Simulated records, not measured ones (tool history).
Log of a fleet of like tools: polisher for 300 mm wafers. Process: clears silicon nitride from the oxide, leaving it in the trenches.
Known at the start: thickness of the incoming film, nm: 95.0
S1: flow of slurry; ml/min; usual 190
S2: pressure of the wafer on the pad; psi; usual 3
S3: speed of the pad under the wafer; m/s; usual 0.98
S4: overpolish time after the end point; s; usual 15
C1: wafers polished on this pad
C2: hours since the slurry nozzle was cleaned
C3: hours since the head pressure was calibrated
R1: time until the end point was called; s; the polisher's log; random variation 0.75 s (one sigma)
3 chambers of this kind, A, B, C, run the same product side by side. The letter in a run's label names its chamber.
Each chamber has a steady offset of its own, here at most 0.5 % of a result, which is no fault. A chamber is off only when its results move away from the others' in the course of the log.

run,hour,S1,S2,S3,S4,C1,C2,C3,R1
# hour 7.8: chamber A: worn pad replaced by a new one
1A,8.9,190,3,0.98,15,9,516.8,232.7,87.166
2C,17.8,190,3,0.98,15,705,189.4,93.7,86.713
# hour 22.2: chamber B: worn pad replaced by a new one
3B,32.1,190,3,0.98,15,85,407.5,416.3,87.017
# hour 40.9: chamber C: worn pad replaced by a new one
4B,45.3,190,3,0.98,15,199,420.7,429.5,87.629
5C,57.8,190,3,0.98,15,146,229.4,133.7,87.515
6A,65.2,190,3,0.98,15,494,573.1,289,87.586
7C,78,190,3,0.98,15,320,249.6,153.9,86.512
8A,85,190,3,0.98,15,665,592.9,308.8,87.308
9B,92.4,190,3,0.98,15,605,467.8,476.6,87.829
# hour 93.5: chamber A: worn pad replaced by a new one
# hour 94.6: chamber A: slurry nozzle cleaned
10B,103.1,190,3,0.98,15,697,478.5,487.3,87.479
11C,109.9,190,3,0.98,15,595,281.5,185.8,86.678
12A,122.7,150,3,0.98,15,251,28.2,346.5,91.013
13A,132.6,150,3,0.98,15,337,38.1,356.4,91.144
14B,147,150,3,0.98,15,1075,522.4,531.2,90.163
# hour 152.7: chamber A: head pressure recalibrated
# hour 155.7: chamber C: worn pad replaced by a new one
# hour 158.8: chamber B: worn pad replaced by a new one
15C,159.9,190,3,0.98,15,36,331.5,235.8,85.688
16B,170.6,190,3,0.98,15,102,546,554.8,87.608
17C,179.4,190,3,0.98,15,204,351,255.3,87.55
# hour 185.8: chamber A: worn pad replaced by a new one
18A,188.6,190,3,0.98,15,24,94.1,36,95.052
19B,196.3,190,3,0.98,15,323,571.7,580.5,87.288
20A,202.8,190,3,0.98,15,147,108.3,50.2,95.719
21C,212.1,190,3,0.98,15,485,383.7,288,86.515
22B,219.1,190,3,0.98,15,520,594.5,603.3,86.44
23C,233,190,3,0.98,15,665,404.6,308.9,86.72
24A,246,190,3,0.98,15,519,151.5,93.4,96.876
25C,258.7,190,3,0.98,15,887,430.3,334.6,86.009
# hour 261.6: chamber A: worn pad replaced by a new one
26B,269.5,190,3,0.98,15,954,644.9,653.7,87.219
# hour 273.7: chamber C: worn pad replaced by a new one
27A,283.6,190,3,0.98,15,189,189.1,131,94.957
# hour 289.7: chamber B: worn pad replaced by a new one
28B,294.3,190,3,0.98,15,39,669.7,678.5,88.45
29A,301.2,190,3,0.98,15,341,206.7,148.6,96.134
30C,315,190,3,0.98,15,356,486.6,390.9,87.396
31B,328.5,190,3,0.98,15,334,703.9,712.7,86.004
# hour 334.5: chamber A: worn pad replaced by a new one
32A,338,190,3,0.98,15,30,243.5,185.4,96.904
33C,345.5,190,3,0.98,15,619,517.1,421.4,87.788
34B,352.4,190,3,0.98,15,540,727.8,736.6,88.059

Is one chamber off against the others, does the gauge drift, or is nothing wrong? If a chamber is off, say which, and what the likeliest cause is.

A service left chamber A off against the others.
Cause: head's pressure below its setpoint, % = 9.47.

Here are 4 candidates for chamber A's next run, each the usual settings with a change, their results left as question marks. Which one brings its results back in line with what the others give on the usual settings?
In line means no further than this from the other chambers' mean on the usual settings: R1 2.6 s
35A-1,362.8,195,3.3,1.08,15,,,,?
35A-2,362.8,190,3,0.88,15,,,,?
35A-3,362.8,185,3,0.8,15,,,,?
35A-4,362.8,190,3,1.08,15,,,,?

The other chambers' mean on the usual settings: R1 87.427 s
run,R1
35A-1,79.301
35A-2,107.5
35A-3,118.7
35A-4,87.586
35A-4 brings the chamber back in line.

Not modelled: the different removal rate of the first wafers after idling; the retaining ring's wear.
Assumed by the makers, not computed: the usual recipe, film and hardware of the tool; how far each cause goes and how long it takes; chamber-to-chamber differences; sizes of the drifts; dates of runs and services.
